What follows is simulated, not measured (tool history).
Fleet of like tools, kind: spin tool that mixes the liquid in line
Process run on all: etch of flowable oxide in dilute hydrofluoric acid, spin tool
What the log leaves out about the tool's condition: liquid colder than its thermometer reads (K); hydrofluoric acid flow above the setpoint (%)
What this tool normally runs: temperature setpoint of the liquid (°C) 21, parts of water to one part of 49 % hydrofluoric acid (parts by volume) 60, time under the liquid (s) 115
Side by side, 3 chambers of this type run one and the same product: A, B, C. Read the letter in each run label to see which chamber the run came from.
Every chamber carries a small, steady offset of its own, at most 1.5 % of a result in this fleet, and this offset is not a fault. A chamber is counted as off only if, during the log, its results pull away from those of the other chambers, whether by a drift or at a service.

| run | hour | temperature setpoint of the liquid (°C) | parts of water to one part of 49 % hydrofluoric acid (parts by volume) | time under the liquid (s) | hours since the thermometer was replaced | hours since the hydrofluoric acid flow meter was replaced | read-back film thickness of the flowable oxide reference wafer, read on the same gauge (nm) | thickness taken off the flowable oxide on a monitor wafer (angstrom) |
|---|---|---|---|---|---|---|---|---|
| 1B | 10.4 | 21 | 60 | 115 | 411.1 | 382.6 | 69.978 | 520.08 |
| 2C | 25.7 | 21 | 60 | 115 | 148.3 | 1675.4 | 69.986 | 519.73 |
| 3A | 33.2 | 21 | 60 | 115 | 3330.1 | 1344.1 | 70.010 | 513.79 |
| 4B | 41.4 | 21 | 60 | 115 | 442.1 | 413.6 | 69.977 | 520.91 |
| 5A | 50.9 | 23 | 60 | 115 | 3347.8 | 1361.8 | 69.964 | 560.08 |
| 6C | 59.3 | 23 | 60 | 115 | 181.9 | 1709.0 | 70.029 | 565.27 |
| 7C | 67.6 | 23 | 60 | 115 | 190.2 | 1717.3 | 70.025 | 567.47 |
|  | 70.8 | chamber A: thermometer replaced |
| 8B | 75.9 | 21 | 60 | 115 | 476.6 | 448.1 | 69.991 | 519.20 |
|  | 80.1 | chamber A: hydrofluoric acid flow meter replaced |
| 9A | 85.1 | 21 | 60 | 115 | 14.3 | 5.1 | 70.004 | 512.84 |
| 10B | 96.6 | 21 | 60 | 115 | 497.3 | 468.8 | 70.015 | 533.54 |
| 11A | 108.7 | 21 | 60 | 115 | 37.9 | 28.7 | 69.974 | 506.79 |
| 12C | 124.2 | 21 | 60 | 115 | 246.8 | 1773.9 | 69.983 | 518.12 |
| 13B | 138.1 | 21 | 60 | 115 | 538.8 | 510.3 | 69.976 | 526.54 |
| 14A | 149.5 | 21 | 60 | 115 | 78.7 | 69.5 | 70.028 | 517.34 |
| 15C | 161.5 | 21 | 60 | 115 | 284.1 | 1811.2 | 70.001 | 525.46 |
| 16B | 175.0 | 21 | 40 | 115 | 575.7 | 547.2 | 70.007 | 820.39 |
| 17A | 181.9 | 21 | 40 | 115 | 111.1 | 101.9 | 69.973 | 792.00 |
| 18C | 194.1 | 21 | 40 | 115 | 316.7 | 1843.8 | 70.038 | 795.85 |
| 19C | 208.8 | 21 | 60 | 115 | 331.4 | 1858.5 | 70.036 | 519.85 |
| 20B | 218.3 | 21 | 60 | 115 | 619.0 | 590.5 | 70.001 | 530.06 |
| 21A | 227.9 | 21 | 60 | 115 | 157.1 | 147.9 | 70.019 | 512.82 |
| 22A | 240.7 | 21 | 60 | 115 | 169.9 | 160.7 | 69.994 | 515.19 |
| 23B | 256.4 | 21 | 60 | 115 | 657.1 | 628.6 | 70.000 | 534.55 |
| 24C | 268.1 | 21 | 60 | 115 | 390.7 | 1917.8 | 70.015 | 513.75 |
| 25A | 276.3 | 21 | 60 | 115 | 205.5 | 196.3 | 70.016 | 512.46 |
| 26C | 290.7 | 21 | 60 | 115 | 413.3 | 1940.4 | 69.988 | 524.04 |
| 27B | 300.9 | 21 | 60 | 115 | 701.6 | 673.1 | 69.992 | 546.54 |
| 28B | 308.1 | 21 | 60 | 115 | 708.8 | 680.3 | 70.003 | 541.63 |

Read the log: is a single chamber off, either drifting away or since a service, is the gauge that measures every chamber drifting, or is nothing wrong beyond small per-chamber offsets? Name any odd chamber and what most likely caused it.

Chamber B drifts away from the others.
What lies behind it: hydrofluoric acid flow above the setpoint (%) = 4.8.
With only this log, it may be confused with: liquid hotter than its thermometer reads (K).

Chamber B could run next with any of the 4 candidate recipes listed below; each alters the usual settings, and their results appear as question marks. Which one brings its results back in line with what the other chambers deliver on the usual settings?
In line here means within this much of the mean the other chambers give on the usual settings: thickness taken off the flowable oxide on a monitor wafer (angstrom) 13.00
| 29B-1 | 319.5 | 21.0 | 60 | 130 |  |  |  | ? |
| 29B-2 | 319.5 | 22.5 | 60 | 115 |  |  |  | ? |
| 29B-3 | 319.5 | 19.5 | 60 | 115 |  |  |  | ? |
| 29B-4 | 319.5 | 18.0 | 60 | 115 |  |  |  | ? |

The mean the other chambers reach with the usual settings: thickness taken off the flowable oxide on a monitor wafer (angstrom) 516.32
| run | thickness taken off the flowable oxide on a monitor wafer (angstrom) |
|---|---|
| 29B-1 | 616.74 |
| 29B-2 | 580.31 |
| 29B-3 | 512.56 |
| 29B-4 | 481.17 |
The answer is 29B-3, which returns the chamber to within the allowed miss of the others.
